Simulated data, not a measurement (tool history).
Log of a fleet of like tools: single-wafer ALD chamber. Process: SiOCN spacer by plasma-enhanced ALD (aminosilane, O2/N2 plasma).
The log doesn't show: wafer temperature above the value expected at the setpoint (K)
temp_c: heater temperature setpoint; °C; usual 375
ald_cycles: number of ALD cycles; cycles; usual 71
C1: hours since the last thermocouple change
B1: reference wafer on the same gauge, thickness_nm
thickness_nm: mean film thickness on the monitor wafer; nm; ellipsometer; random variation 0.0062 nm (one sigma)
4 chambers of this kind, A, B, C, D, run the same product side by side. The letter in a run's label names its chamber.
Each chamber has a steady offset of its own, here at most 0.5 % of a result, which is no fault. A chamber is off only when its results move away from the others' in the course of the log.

run 1C hour=2.5 | temp_c=375 ald_cycles=71 | C1=68.4 | B1=3.7594 | thickness_nm=4.297
run 2A hour=4.6 | temp_c=375 ald_cycles=71 | C1=509.1 | B1=3.7578 | thickness_nm=4.3061
run 3D hour=7.5 | temp_c=375 ald_cycles=71 | C1=1806.7 | B1=3.7573 | thickness_nm=4.3018
run 4B hour=10.5 | temp_c=375 ald_cycles=71 | C1=258.7 | B1=3.7562 | thickness_nm=4.2873
run 5C hour=12.6 | temp_c=382 ald_cycles=82 | C1=78.5 | B1=3.7563 | thickness_nm=4.9503
run 6A hour=16.5 | temp_c=382 ald_cycles=82 | C1=521 | B1=3.7549 | thickness_nm=4.9596
run 7B hour=20.5 | temp_c=382 ald_cycles=82 | C1=268.7 | B1=3.7556 | thickness_nm=4.9642
run 8D hour=23.2 | temp_c=382 ald_cycles=82 | C1=1822.4 | B1=3.7543 | thickness_nm=4.9537
run 9C hour=25.1 | temp_c=375 ald_cycles=71 | C1=91 | B1=3.7544 | thickness_nm=4.2907
run 10D hour=28.8 | temp_c=375 ald_cycles=65 | C1=1828 | B1=3.7527 | thickness_nm=3.9379
run 11B hour=32.2 | temp_c=375 ald_cycles=65 | C1=280.4 | B1=3.752 | thickness_nm=3.9368
run 12A hour=36 | temp_c=375 ald_cycles=65 | C1=540.5 | B1=3.7511 | thickness_nm=3.9192
run 13D hour=38.4 | temp_c=375 ald_cycles=65 | C1=1837.6 | B1=3.7515 | thickness_nm=3.9204
run 14A hour=41 | temp_c=375 ald_cycles=71 | C1=545.5 | B1=3.7521 | thickness_nm=4.2935
run 15B hour=43.4 | temp_c=387 ald_cycles=66 | C1=291.6 | B1=3.7488 | thickness_nm=3.9913
run 16C hour=47.1 | temp_c=387 ald_cycles=66 | C1=113 | B1=3.7496 | thickness_nm=3.9875
run 17C hour=49.4 | temp_c=387 ald_cycles=66 | C1=115.3 | B1=3.7485 | thickness_nm=3.9733
run 18D hour=52.5 | temp_c=387 ald_cycles=66 | C1=1851.7 | B1=3.7469 | thickness_nm=3.983
run 19B hour=54.8 | temp_c=375 ald_cycles=71 | C1=303 | B1=3.7465 | thickness_nm=4.2821
run 20A hour=57.6 | temp_c=375 ald_cycles=71 | C1=562.1 | B1=3.7452 | thickness_nm=4.2797
run 21C hour=61.6 | temp_c=375 ald_cycles=71 | C1=127.5 | B1=3.7475 | thickness_nm=4.2674
run 22D hour=63.8 | temp_c=375 ald_cycles=71 | C1=1863 | B1=3.7458 | thickness_nm=4.2842
run 23B hour=68.1 | temp_c=366 ald_cycles=80 | C1=316.3 | B1=3.7454 | thickness_nm=4.8368
run 24A hour=71.5 | temp_c=366 ald_cycles=80 | C1=576 | B1=3.7435 | thickness_nm=4.8339
run 25B hour=74.3 | temp_c=366 ald_cycles=80 | C1=322.5 | B1=3.7422 | thickness_nm=4.8276
run 26C hour=76.9 | temp_c=366 ald_cycles=80 | C1=142.8 | B1=3.7417 | thickness_nm=4.8201
run 27D hour=80.1 | temp_c=360 ald_cycles=63 | C1=1879.3 | B1=3.7417 | thickness_nm=3.8016
run 28A hour=83.4 | temp_c=360 ald_cycles=63 | C1=587.9 | B1=3.7404 | thickness_nm=3.8034
run 29C hour=86.2 | temp_c=360 ald_cycles=63 | C1=152.1 | B1=3.7395 | thickness_nm=3.7834
run 30A hour=90.3 | temp_c=360 ald_cycles=63 | C1=594.8 | B1=3.7394 | thickness_nm=3.7916
run 31B hour=94.5 | temp_c=375 ald_cycles=71 | C1=342.7 | B1=3.7369 | thickness_nm=4.277

Next, every chamber runs the same settings. What will each give?
run 32A hour=97.7 | temp_c=382 ald_cycles=71 | thickness_nm=?
run 32B hour=97.7 | temp_c=382 ald_cycles=71 | thickness_nm=?
run 32C hour=97.7 | temp_c=382 ald_cycles=71 | thickness_nm=?
run 32D hour=97.7 | temp_c=382 ald_cycles=71 | thickness_nm=?

run=32A thickness_nm=4.2626
run=32B thickness_nm=4.2708
run=32C thickness_nm=4.2662
run=32D thickness_nm=4.2726

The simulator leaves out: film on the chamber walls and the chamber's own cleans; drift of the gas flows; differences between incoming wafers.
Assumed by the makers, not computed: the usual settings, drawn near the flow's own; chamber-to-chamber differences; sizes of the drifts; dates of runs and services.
